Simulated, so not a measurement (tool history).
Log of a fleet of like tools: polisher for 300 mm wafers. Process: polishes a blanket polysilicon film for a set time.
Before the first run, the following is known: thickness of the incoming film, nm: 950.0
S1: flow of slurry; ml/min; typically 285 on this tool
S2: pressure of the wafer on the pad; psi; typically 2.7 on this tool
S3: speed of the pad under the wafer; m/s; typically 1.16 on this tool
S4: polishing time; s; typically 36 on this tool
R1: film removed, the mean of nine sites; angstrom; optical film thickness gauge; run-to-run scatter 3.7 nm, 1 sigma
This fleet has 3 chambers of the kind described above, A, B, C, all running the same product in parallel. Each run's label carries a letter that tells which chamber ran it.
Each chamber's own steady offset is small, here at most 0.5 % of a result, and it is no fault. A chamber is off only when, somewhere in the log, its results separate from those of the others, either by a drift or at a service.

run 1B hour=10.5 | S1=285 S2=2.7 S3=1.16 S4=36 | R1=2764.2
-- hour=14.9 chamber C: worn pad replaced by a new one
run 2A hour=19.8 | S1=285 S2=2.7 S3=1.16 S4=36 | R1=2782.4
run 3C hour=27.9 | S1=285 S2=2.7 S3=1.16 S4=36 | R1=2733.5
run 4B hour=35.7 | S1=285 S2=2.7 S3=1.16 S4=36 | R1=2798.9
run 5C hour=42 | S1=285 S2=2.7 S3=1.16 S4=36 | R1=2733.6
run 6A hour=48.4 | S1=285 S2=2.7 S3=1.16 S4=36 | R1=2717
-- hour=50.5 chamber A: worn pad replaced by a new one
run 7B hour=59.5 | S1=285 S2=2.7 S3=1.16 S4=36 | R1=2767.1
run 8A hour=71.7 | S1=285 S2=2.7 S3=1.16 S4=36 | R1=2740.2
run 9C hour=78.4 | S1=285 S2=2.7 S3=1.16 S4=36 | R1=2720.4
run 10C hour=90.6 | S1=285 S2=2.7 S3=1.16 S4=36 | R1=2746.8
-- hour=98 chamber B: worn pad replaced by a new one
-- hour=98.1 chamber C: worn pad replaced by a new one
run 11B hour=98.1 | S1=285 S2=2.7 S3=1.16 S4=36 | R1=2724.2
run 12A hour=108.9 | S1=285 S2=2.7 S3=1.16 S4=36 | R1=2716.9
-- hour=116.2 chamber C: head pressure recalibrated
run 13C hour=117.1 | S1=285 S2=2.7 S3=1.16 S4=36 | R1=2480.9
run 14B hour=125.7 | S1=285 S2=2.7 S3=0.8 S4=36 | R1=1933.3
run 15A hour=133.2 | S1=285 S2=2.7 S3=0.8 S4=36 | R1=1894
-- hour=134.9 chamber C: slurry nozzle cleaned
run 16C hour=142.4 | S1=285 S2=2.7 S3=0.8 S4=36 | R1=1695.6
-- hour=151.4 chamber A: worn pad replaced by a new one
run 17A hour=154.8 | S1=285 S2=2.7 S3=0.88 S4=36 | R1=2122
run 18B hour=163.5 | S1=285 S2=2.7 S3=0.88 S4=36 | R1=2136.8
-- hour=164.6 chamber C: worn pad replaced by a new one
run 19C hour=172.8 | S1=285 S2=2.7 S3=0.88 S4=36 | R1=1932.8
run 20B hour=178.4 | S1=285 S2=2.7 S3=1.16 S4=36 | R1=2725.7
run 21A hour=187.2 | S1=285 S2=2.7 S3=1.16 S4=36 | R1=2755.2
run 22B hour=193.5 | S1=285 S2=2.7 S3=1.16 S4=36 | R1=2753
run 23C hour=200.9 | S1=285 S2=2.7 S3=1.16 S4=36 | R1=2421.7
run 24A hour=212.4 | S1=285 S2=2.7 S3=1.16 S4=36 | R1=2791.4
-- hour=220.7 chamber B: worn pad replaced by a new one
run 25C hour=222.4 | S1=285 S2=2.7 S3=1.16 S4=36 | R1=2512.3
run 26B hour=229.1 | S1=285 S2=2.7 S3=1.16 S4=36 | R1=2733.2
run 27A hour=235.7 | S1=285 S2=2.7 S3=1.16 S4=36 | R1=2770.9
-- hour=238.2 chamber C: worn pad replaced by a new one
run 28A hour=248.3 | S1=285 S2=2.7 S3=1.16 S4=36 | R1=2755.2
run 29C hour=255.9 | S1=285 S2=2.7 S3=1.16 S4=36 | R1=2525.4
run 30B hour=265.6 | S1=285 S2=2.7 S3=1 S4=36 | R1=2431.8

All chambers now run identical settings, listed one chamber a line with results as question marks. What results will each chamber show?
run 31A hour=274.7 | S1=285 S2=2.7 S3=1.16 S4=36 | R1=?
run 31B hour=274.7 | S1=285 S2=2.7 S3=1.16 S4=36 | R1=?
run 31C hour=274.7 | S1=285 S2=2.7 S3=1.16 S4=36 | R1=?

run=31A R1=2746.6
run=31B R1=2745.4
run=31C R1=2521.5
